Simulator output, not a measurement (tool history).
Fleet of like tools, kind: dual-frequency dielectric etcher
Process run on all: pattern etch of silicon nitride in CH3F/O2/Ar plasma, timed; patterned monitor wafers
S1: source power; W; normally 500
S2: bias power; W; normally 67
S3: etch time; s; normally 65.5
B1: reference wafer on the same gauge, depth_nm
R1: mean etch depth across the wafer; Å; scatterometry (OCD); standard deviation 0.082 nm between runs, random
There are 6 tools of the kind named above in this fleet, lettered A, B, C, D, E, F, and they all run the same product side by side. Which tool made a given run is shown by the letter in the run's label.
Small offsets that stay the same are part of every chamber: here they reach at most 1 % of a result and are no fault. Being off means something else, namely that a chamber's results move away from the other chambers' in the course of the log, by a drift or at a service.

Run 1E, hour 6.4: usual settings; B1 53.192. Result: R1 489.47 Å.
Run 2D, hour 12.3: usual settings; B1 53.195. Result: R1 489.29 Å.
Run 3B, hour 17.9: usual settings; B1 53.171. Result: R1 485.02 Å.
Run 4A, hour 23.2: usual settings; B1 53.137. Result: R1 483.29 Å.
Run 5C, hour 26.5: usual settings; B1 53.137. Result: R1 485.39 Å.
Run 6F, hour 31.1: usual settings; B1 53.136. Result: R1 485.13 Å.
Run 7C, hour 36.2: usual settings; B1 53.141. Result: R1 487.26 Å.
Run 8D, hour 39.8: usual settings; B1 53.154. Result: R1 487.35 Å.
Run 9B, hour 43.6: usual settings; B1 53.122. Result: R1 484.49 Å.
Run 10E, hour 48.5: usual settings; B1 53.122. Result: R1 487.84 Å.
Run 11F, hour 53.9: usual settings but S1 580 W; B1 53.112. Result: R1 515.29 Å.
Run 12A, hour 59.9: usual settings but S1 580 W; B1 53.082. Result: R1 513.25 Å.
Run 13F, hour 63.2: usual settings but S1 580 W; B1 53.096. Result: R1 512.59 Å.
Run 14B, hour 66.2: usual settings but S1 580 W; B1 53.088. Result: R1 512.10 Å.
Run 15D, hour 71.9: usual settings but S1 580 W; B1 53.079. Result: R1 517.05 Å.
Run 16A, hour 77.2: usual settings but S1 580 W; B1 53.075. Result: R1 511.57 Å.
Run 17C, hour 83.3: usual settings; B1 53.044. Result: R1 484.84 Å.
Run 18E, hour 89.2: usual settings but S1 540 W, S3 52.0 s; B1 53.052. Result: R1 398.68 Å.
Run 19C, hour 92.6: usual settings but S1 540 W, S3 52.0 s; B1 53.027. Result: R1 397.02 Å.
Run 20E, hour 96.5: usual settings but S1 540 W, S3 52.0 s; B1 53.038. Result: R1 398.58 Å.
Run 21B, hour 101.6: usual settings but S1 540 W, S3 52.0 s; B1 53.018. Result: R1 393.92 Å.
Run 22A, hour 105.4: usual settings but S1 540 W, S3 52.0 s; B1 53.020. Result: R1 394.86 Å.
Run 23D, hour 112.1: usual settings but S1 540 W, S3 52.0 s; B1 52.999. Result: R1 397.67 Å.
Run 24F, hour 116.6: usual settings; B1 53.012. Result: R1 482.54 Å.
Run 25F, hour 121.6: usual settings; B1 52.984. Result: R1 484.27 Å.
Run 26A, hour 125.6: usual settings; B1 52.971. Result: R1 482.06 Å.
Run 27D, hour 131.2: usual settings; B1 52.973. Result: R1 487.04 Å.
Run 28C, hour 134.3: usual settings; B1 52.976. Result: R1 485.98 Å.
Run 29B, hour 138.7: usual settings; B1 52.978. Result: R1 483.09 Å.
Run 30E, hour 144.0: usual settings; B1 52.951. Result: R1 488.94 Å.
Run 31C, hour 147.5: usual settings; B1 52.939. Result: R1 485.41 Å.
Run 32D, hour 152.6: usual settings; B1 52.926. Result: R1 486.65 Å.
Run 33B, hour 158.7: usual settings; B1 52.891. Result: R1 482.20 Å.
Run 34E, hour 163.7: usual settings; B1 52.909. Result: R1 486.47 Å.
Run 35F, hour 169.4: usual settings; B1 52.910. Result: R1 483.19 Å.
Run 36A, hour 173.4: usual settings; B1 52.909. Result: R1 479.81 Å.
Run 37D, hour 179.3: usual settings; B1 52.886. Result: R1 486.40 Å.
Run 38B, hour 184.2: usual settings; B1 52.874. Result: R1 483.01 Å.
Run 39E, hour 191.0: usual settings; B1 52.878. Result: R1 486.10 Å.
Run 40C, hour 197.6: usual settings; B1 52.869. Result: R1 484.19 Å.
Run 41F, hour 200.8: usual settings; B1 52.852. Result: R1 482.02 Å.
Run 42A, hour 205.4: usual settings; B1 52.843. Result: R1 481.80 Å.

For the next run the whole fleet of 6 chambers uses the same settings. Give each chamber's results:
Run 43A, hour 210.3: usual settings but S1 590 W. Result: R1 ?.
Run 43B, hour 210.3: usual settings but S1 590 W. Result: R1 ?.
Run 43C, hour 210.3: usual settings but S1 590 W. Result: R1 ?.
Run 43D, hour 210.3: usual settings but S1 590 W. Result: R1 ?.
Run 43E, hour 210.3: usual settings but S1 590 W. Result: R1 ?.
Run 43F, hour 210.3: usual settings but S1 590 W. Result: R1 ?.

run      R1
43A  515.01
43B  512.07
43C  516.20
43D  516.72
43E  518.16
43F  515.15
